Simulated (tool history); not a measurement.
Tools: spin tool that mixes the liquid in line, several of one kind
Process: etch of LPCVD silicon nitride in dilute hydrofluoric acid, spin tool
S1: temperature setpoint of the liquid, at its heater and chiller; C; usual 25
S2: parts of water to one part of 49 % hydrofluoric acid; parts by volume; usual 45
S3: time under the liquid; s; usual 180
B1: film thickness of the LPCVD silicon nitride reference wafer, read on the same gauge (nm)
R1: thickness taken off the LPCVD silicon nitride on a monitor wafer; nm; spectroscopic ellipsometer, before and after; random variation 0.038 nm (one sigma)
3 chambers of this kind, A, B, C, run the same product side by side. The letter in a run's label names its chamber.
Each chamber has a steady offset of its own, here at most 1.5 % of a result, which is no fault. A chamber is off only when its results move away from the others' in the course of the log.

run,day,S1,S2,S3,B1,R1
1C,0.525,25,45,180,40.009,2.087
2B,1,25,45,180,40.034,2.1051
3A,1.508,25,45,180,40,1.9992
4C,1.992,25,45,180,39.982,2.0974
5B,2.592,25,45,180,39.982,2.1145
6A,2.908,25,45,180,40.043,2.0883
7A,3.312,25,45,180,40.036,2.1357
8C,3.65,25,45,180,39.981,2.1229
9B,4.104,29.5,45,260,40.023,4.0655
10A,4.379,29.5,45,260,40.06,4.161
11B,4.825,29.5,45,260,40.019,3.9654
# day 5.179: chamber C: thermometer replaced
12C,5.358,25,60,180,40.004,1.5801
13C,5.629,25,60,180,39.988,1.5832
14A,6.112,25,60,180,39.982,1.5735
15B,6.475,22.5,55,180,40.017,1.3983
16A,6.912,22.5,55,180,40.009,1.4567
17B,7.371,22.5,55,180,40.01,1.4487
18C,7.758,25,45,180,40.003,2.1267
19A,8.271,25,45,180,40.021,2.1263
20C,8.612,25,45,180,40.025,2.0777
21B,8.933,25,45,180,39.997,2.1214
22A,9.425,25,45,180,39.97,2.0448
23C,9.9,25,45,180,40.06,2.0485
24B,10.217,22,45,180,39.999,1.6121
25A,10.658,22,45,180,40.028,1.6498
26B,11.096,22,45,180,40.014,1.6322
27C,11.462,25,45,180,40.014,2.0493
28A,11.767,25,45,265,39.976,3.0176
29B,12.325,25,45,265,39.991,2.8136
30C,12.929,25,45,265,40.029,3.143
31B,13.308,25,40,75,39.972,0.90945
32C,13.738,25,40,75,39.997,0.98737
33A,14.342,25,40,75,39.986,0.99185
34A,14.775,25,45,180,39.945,2.1217
35B,15.208,25,45,180,39.987,1.9365
36C,15.517,25,45,180,39.985,2.1204
37A,15.992,25,45,180,40.019,1.9932
38B,16.412,25,55,235,40.027,2.0543
39C,17.021,25,55,235,40.05,2.2251
# day 17.229: chamber A: thermometer replaced
40C,17.379,25,55,235,40.02,2.232
41A,17.971,25,45,180,40.054,2.1134
42B,18.546,25,45,180,40.019,1.8673
43A,18.971,25,45,180,40.042,2.0765
44B,19.4,25,45,180,39.976,1.9021

Next, every chamber runs the same settings. What will each give?
45A,19.833,25,45,180,,?
45B,19.833,25,45,180,,?
45C,19.833,25,45,180,,?

run,R1
45A,2.0566
45B,1.7606
45C,2.1176

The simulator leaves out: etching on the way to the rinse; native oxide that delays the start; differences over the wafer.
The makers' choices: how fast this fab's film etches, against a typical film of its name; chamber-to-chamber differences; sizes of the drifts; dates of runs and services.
